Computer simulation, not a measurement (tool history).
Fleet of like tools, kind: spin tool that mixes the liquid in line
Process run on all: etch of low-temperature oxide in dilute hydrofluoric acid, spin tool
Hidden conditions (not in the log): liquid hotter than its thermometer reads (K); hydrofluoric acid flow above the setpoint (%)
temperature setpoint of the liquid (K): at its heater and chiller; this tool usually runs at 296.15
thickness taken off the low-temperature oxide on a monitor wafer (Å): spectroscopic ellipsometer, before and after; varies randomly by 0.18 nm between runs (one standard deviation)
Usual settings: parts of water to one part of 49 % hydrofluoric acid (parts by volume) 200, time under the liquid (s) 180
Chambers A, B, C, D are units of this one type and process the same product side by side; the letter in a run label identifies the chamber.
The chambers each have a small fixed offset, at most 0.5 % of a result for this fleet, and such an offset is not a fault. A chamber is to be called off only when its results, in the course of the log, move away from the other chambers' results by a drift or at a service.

run,day,temperature setpoint of the liquid (K),parts of water to one part of 49 % hydrofluoric acid (parts by volume),time under the liquid (s),hours since the thermometer was replaced,hours since the hydrofluoric acid flow meter was replaced,"read-back film thickness of the low-temperature oxide reference wafer, read on the same gauge (nm)",thickness taken off the low-temperature oxide on a monitor wafer (Å)
1C,0.296,296.15,200,180,91.6,880.1,39.971,189.27
2D,0.433,296.15,200,180,877.2,374.5,39.984,189.22
3B,0.646,296.15,200,180,754.6,26.2,40.015,188.40
4A,0.858,296.15,200,180,507.8,523.4,40.010,190.10
5A,1.146,296.15,200,180,514.7,530.3,40.020,189.40
6D,1.338,296.15,200,180,898.9,396.2,39.973,189.45
7C,1.471,296.15,200,180,119.8,908.3,39.985,186.31
8B,1.725,296.15,200,180,780.5,52.1,40.002,189.16
9A,2.008,296.15,200,180,535.4,551.0,40.020,188.95
10C,2.271,296.15,230,180,139.0,927.5,40.001,156.52
11D,2.500,296.15,230,180,926.8,424.1,39.986,157.63
12B,2.754,296.15,230,180,805.2,76.8,40.017,158.16
13A,3.033,296.15,230,180,560.0,575.6,40.036,159.59
14B,3.300,296.15,200,260,818.3,89.9,39.995,274.69
15D,3.508,296.15,200,260,951.0,448.3,40.004,283.57
16C,3.646,296.15,200,260,172.0,960.5,40.008,275.30
17A,3.821,296.15,200,260,578.9,594.5,39.990,272.04
18C,3.954,296.15,200,180,179.4,967.9,40.026,188.59
19B,4.104,296.15,200,180,837.6,109.2,40.013,190.45
20D,4.346,296.15,200,180,971.1,468.4,40.012,200.53
21C,4.496,296.15,200,180,192.4,980.9,39.994,191.83
22D,4.721,296.15,200,180,980.1,477.4,40.021,206.65
23A,4.996,296.15,200,180,607.1,622.7,39.973,188.12
24B,5.212,296.15,200,180,864.2,135.8,39.986,188.12
25A,5.508,296.15,200,180,619.4,635.0,40.013,190.64
26B,5.675,296.15,200,180,875.3,146.9,40.019,184.99
27D,5.888,291.65,145,180,1008.1,505.4,39.981,250.50
28C,6.092,291.65,145,180,230.7,1019.2,40.013,233.26
29D,6.254,291.65,145,180,1016.9,514.2,40.026,258.01
# day 6.258: chamber A: thermometer replaced
30B,6.492,291.65,145,180,894.9,166.5,40.019,229.04
31A,6.642,296.15,200,180,9.2,662.2,39.994,186.95
32C,6.779,296.15,200,180,247.2,1035.7,39.979,188.61
33D,7.058,296.15,200,180,1036.2,533.5,39.995,217.26

The same settings go to every chamber for the next run, one line per chamber below. Forecast the results for each:
34A,7.275,296.15,200,140,,,,?
34B,7.275,296.15,200,140,,,,?
34C,7.275,296.15,200,140,,,,?
34D,7.275,296.15,200,140,,,,?

run,thickness taken off the low-temperature oxide on a monitor wafer (Å)
34A,148.77
34B,145.63
34C,145.53
34D,166.79

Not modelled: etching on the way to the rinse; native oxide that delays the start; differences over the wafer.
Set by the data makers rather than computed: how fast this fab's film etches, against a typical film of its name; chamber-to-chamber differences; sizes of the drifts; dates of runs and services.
